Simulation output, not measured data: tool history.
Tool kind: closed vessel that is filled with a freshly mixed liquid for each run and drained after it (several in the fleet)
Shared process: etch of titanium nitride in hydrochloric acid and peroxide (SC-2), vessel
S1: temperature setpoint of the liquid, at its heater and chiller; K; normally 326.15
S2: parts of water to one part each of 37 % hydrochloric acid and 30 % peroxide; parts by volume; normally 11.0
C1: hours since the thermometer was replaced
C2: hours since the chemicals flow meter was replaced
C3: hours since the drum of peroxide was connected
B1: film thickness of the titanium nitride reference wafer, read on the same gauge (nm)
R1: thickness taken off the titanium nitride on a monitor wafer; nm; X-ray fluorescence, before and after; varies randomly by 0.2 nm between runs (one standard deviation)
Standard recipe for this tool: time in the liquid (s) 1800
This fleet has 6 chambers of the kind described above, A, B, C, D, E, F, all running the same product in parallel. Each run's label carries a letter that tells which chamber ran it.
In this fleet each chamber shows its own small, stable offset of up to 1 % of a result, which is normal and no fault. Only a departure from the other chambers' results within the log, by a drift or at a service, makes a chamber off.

Run 1E, hour 7.7: usual settings; C1 667.6; C2 576.1; C3 387.8; B1 69.960. Result: R1 27.565 nm.
At hour 15.9: chamber F: chemicals flow meter replaced.
Run 2D, hour 20.0: usual settings; C1 904.3; C2 1885.8; C3 142.8; B1 70.057. Result: R1 28.030 nm.
At hour 20.7: chamber C: thermometer replaced.
At hour 21.0: chamber E: thermometer replaced.
Run 3A, hour 30.2: usual settings; C1 946.9; C2 1521.6; C3 943.6; B1 70.013. Result: R1 27.723 nm.
At hour 31.5: chamber D: thermometer replaced.
Run 4B, hour 43.5: usual settings; C1 310.1; C2 125.9; C3 395.5; B1 69.977. Result: R1 28.212 nm.
Run 5C, hour 55.0: usual settings; C1 34.3; C2 637.3; C3 789.4; B1 70.038. Result: R1 28.134 nm.
Run 6F, hour 66.1: usual settings; C1 1214.7; C2 50.2; C3 339.7; B1 69.995. Result: R1 27.973 nm.
At hour 73.2: chamber F: new drum of peroxide connected.
Run 7B, hour 81.5: usual settings; C1 348.1; C2 163.9; C3 433.5; B1 69.991. Result: R1 27.956 nm.
Run 8E, hour 92.6: usual settings; C1 71.6; C2 661.0; C3 472.7; B1 69.970. Result: R1 27.809 nm.
Run 9F, hour 104.6: usual settings but S1 320.15 K, time in the liquid (s) 2620; C1 1253.2; C2 88.7; C3 31.4; B1 70.011. Result: R1 27.329 nm.
At hour 110.8: chamber B: new drum of peroxide connected.
Run 10D, hour 118.6: usual settings but S1 320.15 K, time in the liquid (s) 2620; C1 87.1; C2 1984.4; C3 241.4; B1 69.985. Result: R1 27.320 nm.
Run 11C, hour 131.6: usual settings but S1 320.15 K, time in the liquid (s) 2620; C1 110.9; C2 713.9; C3 866.0; B1 69.991. Result: R1 27.890 nm.
Run 12A, hour 145.0: usual settings but S1 320.15 K, time in the liquid (s) 2620; C1 1061.7; C2 1636.4; C3 1058.4; B1 69.980. Result: R1 27.136 nm.
At hour 159.4: chamber C: new drum of peroxide connected.
Run 13B, hour 159.7: usual settings but S1 320.15 K, time in the liquid (s) 2620; C1 426.3; C2 242.1; C3 48.9; B1 70.008. Result: R1 27.402 nm.
Run 14F, hour 168.0: usual settings but S1 320.15 K, time in the liquid (s) 2620; C1 1316.6; C2 152.1; C3 94.8; B1 69.985. Result: R1 27.426 nm.
Run 15A, hour 180.6: usual settings but time in the liquid (s) 2350; C1 1097.3; C2 1672.0; C3 1094.0; B1 70.002. Result: R1 36.391 nm.
Run 16E, hour 194.3: usual settings but time in the liquid (s) 2350; C1 173.3; C2 762.7; C3 574.4; B1 69.991. Result: R1 36.766 nm.
Run 17C, hour 205.6: usual settings but time in the liquid (s) 2350; C1 184.9; C2 787.9; C3 46.2; B1 70.009. Result: R1 37.168 nm.
Run 18D, hour 215.4: usual settings but time in the liquid (s) 2350; C1 183.9; C2 2081.2; C3 338.2; B1 70.025. Result: R1 36.778 nm.
At hour 222.6: chamber E: new drum of peroxide connected.
Run 19F, hour 228.9: usual settings but time in the liquid (s) 2350; C1 1377.5; C2 213.0; C3 155.7; B1 69.975. Result: R1 36.983 nm.
Run 20B, hour 236.2: usual settings but time in the liquid (s) 2350; C1 502.8; C2 318.6; C3 125.4; B1 70.004. Result: R1 36.382 nm.
At hour 243.9: chamber D: chemicals flow meter replaced.
Run 21A, hour 250.1: usual settings; C1 1166.8; C2 1741.5; C3 1163.5; B1 70.016. Result: R1 28.222 nm.
Run 22D, hour 263.1: usual settings; C1 231.6; C2 19.3; C3 385.9; B1 69.997. Result: R1 27.907 nm.
Run 23E, hour 275.6: usual settings but S2 13.5 parts by volume; C1 254.6; C2 844.0; C3 53.0; B1 69.960. Result: R1 24.175 nm.
Run 24C, hour 282.5: usual settings but S2 13.5 parts by volume; C1 261.8; C2 864.8; C3 123.1; B1 70.002. Result: R1 23.844 nm.
Run 25E, hour 296.7: usual settings but S2 13.5 parts by volume; C1 275.7; C2 865.1; C3 74.1; B1 70.008. Result: R1 24.014 nm.
Run 26B, hour 309.5: usual settings but S2 13.5 parts by volume; C1 576.1; C2 391.9; C3 198.7; B1 69.987. Result: R1 23.461 nm.
Run 27F, hour 322.0: usual settings but S2 13.5 parts by volume; C1 1470.6; C2 306.1; C3 248.8; B1 70.002. Result: R1 23.343 nm.
Run 28D, hour 336.1: usual settings but S2 13.5 parts by volume; C1 304.6; C2 92.3; C3 458.9; B1 70.028. Result: R1 23.298 nm.
Run 29A, hour 347.3: usual settings; C1 1264.0; C2 1838.7; C3 1260.7; B1 70.031. Result: R1 28.101 nm.
Run 30C, hour 358.3: usual settings but S1 322.15 K; C1 337.6; C2 940.6; C3 198.9; B1 69.975. Result: R1 21.526 nm.
At hour 363.8: chamber F: thermometer replaced.
Run 31A, hour 367.2: usual settings but S1 322.15 K; C1 1283.9; C2 1858.6; C3 1280.6; B1 69.999. Result: R1 21.666 nm.
Run 32E, hour 377.3: usual settings but S1 322.15 K; C1 356.3; C2 945.7; C3 154.7; B1 70.024. Result: R1 22.253 nm.
Run 33C, hour 384.5: usual settings but S1 322.15 K; C1 363.8; C2 966.8; C3 225.1; B1 69.980. Result: R1 21.520 nm.
At hour 391.0: chamber F: new drum of peroxide connected.
Run 34D, hour 399.9: usual settings but S1 322.15 K; C1 368.4; C2 156.1; C3 522.7; B1 70.002. Result: R1 21.418 nm.
Run 35B, hour 411.4: usual settings but S1 322.15 K; C1 678.0; C2 493.8; C3 300.6; B1 70.055. Result: R1 21.561 nm.
Run 36F, hour 418.7: usual settings; C1 54.9; C2 402.8; C3 27.8; B1 70.032. Result: R1 27.887 nm.

One chamber off, gauge drift, or nothing amiss beyond the chambers' own small offsets? If it is a chamber, which one, and what is the likeliest cause?

Little by little, chamber E moves away from the other chambers.
What lies behind it: chemicals flow above the setpoint (%) = 5.26.
With only this log, it may be confused with: liquid hotter than its thermometer reads (K).

Here are 4 candidates for chamber E's next run, each the usual settings with a change, their results left as question marks. Which one brings its results back in line with what the others give on the usual settings?
Counts as in line when no further than this from what the other chambers average on the usual settings: R1 0.700 nm
Run 37E-1, hour 429.8: usual settings but time in the liquid (s) 1650. Result: R1 ?.
Run 37E-2, hour 429.8: usual settings but time in the liquid (s) 1950. Result: R1 ?.
Run 37E-3, hour 429.8: usual settings but time in the liquid (s) 1740. Result: R1 ?.
Run 37E-4, hour 429.8: usual settings but S1 326.65 K, time in the liquid (s) 1830. Result: R1 ?.

Average result of the remaining chambers running the usual settings: R1 28.037 nm
  run      R1
37E-1  26.654
37E-2  31.500
37E-3  28.107
37E-4  30.543
It is 37E-3 that realigns the chamber with its peers.
